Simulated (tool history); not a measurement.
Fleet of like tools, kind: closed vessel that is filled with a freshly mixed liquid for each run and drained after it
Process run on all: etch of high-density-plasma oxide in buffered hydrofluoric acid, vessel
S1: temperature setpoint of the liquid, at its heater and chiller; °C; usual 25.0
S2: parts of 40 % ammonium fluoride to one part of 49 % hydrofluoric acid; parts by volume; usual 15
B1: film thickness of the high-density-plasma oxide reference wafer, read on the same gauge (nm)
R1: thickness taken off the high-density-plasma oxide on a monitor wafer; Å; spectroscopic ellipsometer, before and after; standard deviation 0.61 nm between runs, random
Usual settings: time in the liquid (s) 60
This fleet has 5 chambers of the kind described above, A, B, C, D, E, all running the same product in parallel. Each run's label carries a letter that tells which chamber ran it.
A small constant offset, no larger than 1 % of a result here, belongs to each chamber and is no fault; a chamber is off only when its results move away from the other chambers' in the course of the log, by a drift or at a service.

run 1A hour=5.3 | S1=25.0 S2=15 time_in_the_liquid_(s)=60 | B1=120.00 | R1=787.92
run 2C hour=11.2 | S1=25.0 S2=15 time_in_the_liquid_(s)=60 | B1=120.00 | R1=791.29
run 3D hour=18.6 | S1=25.0 S2=15 time_in_the_liquid_(s)=60 | B1=120.02 | R1=812.51
-- hour=24.5 chamber D: hydrofluoric acid flow meter replaced
run 4B hour=29.5 | S1=25.0 S2=15 time_in_the_liquid_(s)=60 | B1=120.04 | R1=784.95
run 5E hour=34.7 | S1=25.0 S2=15 time_in_the_liquid_(s)=60 | B1=119.96 | R1=804.93
run 6B hour=39.9 | S1=25.0 S2=15 time_in_the_liquid_(s)=60 | B1=119.97 | R1=800.05
run 7C hour=46.5 | S1=25.0 S2=15 time_in_the_liquid_(s)=60 | B1=119.98 | R1=793.83
run 8A hour=52.9 | S1=25.0 S2=15 time_in_the_liquid_(s)=60 | B1=119.99 | R1=792.53
run 9D hour=60.0 | S1=25.0 S2=15 time_in_the_liquid_(s)=60 | B1=119.99 | R1=795.02
run 10E hour=70.5 | S1=25.0 S2=15 time_in_the_liquid_(s)=60 | B1=119.99 | R1=805.06
run 11E hour=78.4 | S1=25.0 S2=15 time_in_the_liquid_(s)=60 | B1=120.01 | R1=795.21
run 12A hour=87.7 | S1=25.0 S2=15 time_in_the_liquid_(s)=60 | B1=120.03 | R1=783.82
run 13D hour=96.4 | S1=25.0 S2=15 time_in_the_liquid_(s)=60 | B1=120.00 | R1=809.22
run 14C hour=101.5 | S1=25.0 S2=15 time_in_the_liquid_(s)=60 | B1=120.00 | R1=802.32
run 15B hour=107.9 | S1=25.0 S2=15 time_in_the_liquid_(s)=60 | B1=120.00 | R1=787.77
run 16A hour=118.4 | S1=23.5 S2=15 time_in_the_liquid_(s)=60 | B1=120.01 | R1=729.84
run 17D hour=123.4 | S1=23.5 S2=15 time_in_the_liquid_(s)=60 | B1=119.99 | R1=731.85
run 18E hour=131.3 | S1=23.5 S2=15 time_in_the_liquid_(s)=60 | B1=120.00 | R1=732.66
run 19C hour=138.2 | S1=23.5 S2=15 time_in_the_liquid_(s)=60 | B1=120.02 | R1=742.99
-- hour=142.3 chamber A: thermometer replaced
run 20B hour=146.4 | S1=23.5 S2=15 time_in_the_liquid_(s)=60 | B1=120.01 | R1=725.77
run 21A hour=153.7 | S1=25.0 S2=15 time_in_the_liquid_(s)=60 | B1=120.02 | R1=794.01
run 22D hour=162.5 | S1=25.0 S2=15 time_in_the_liquid_(s)=60 | B1=119.97 | R1=799.24
run 23B hour=173.4 | S1=25.0 S2=15 time_in_the_liquid_(s)=60 | B1=119.99 | R1=785.97
run 24C hour=182.5 | S1=25.0 S2=15 time_in_the_liquid_(s)=60 | B1=120.03 | R1=792.75
run 25E hour=190.2 | S1=25.0 S2=15 time_in_the_liquid_(s)=60 | B1=120.01 | R1=798.89
run 26C hour=201.0 | S1=25.0 S2=15 time_in_the_liquid_(s)=60 | B1=120.04 | R1=795.87
run 27B hour=206.8 | S1=25.0 S2=15 time_in_the_liquid_(s)=60 | B1=119.99 | R1=789.45
run 28D hour=212.0 | S1=25.0 S2=15 time_in_the_liquid_(s)=60 | B1=120.00 | R1=800.65
run 29E hour=219.3 | S1=25.0 S2=15 time_in_the_liquid_(s)=60 | B1=119.97 | R1=794.46
run 30A hour=224.8 | S1=25.0 S2=15 time_in_the_liquid_(s)=60 | B1=120.00 | R1=789.60
run 31B hour=231.5 | S1=25.0 S2=15 time_in_the_liquid_(s)=60 | B1=120.03 | R1=788.45
run 32C hour=241.7 | S1=25.0 S2=15 time_in_the_liquid_(s)=60 | B1=120.00 | R1=788.52

Which is it: a chamber that has drifted or been left off by a service, a gauge drift common to all chambers, or only each chamber's usual small offset? If a chamber is off, name it and its likeliest cause.

No chamber is off and the gauge is stable; the differences are just each chamber's small, constant offset.
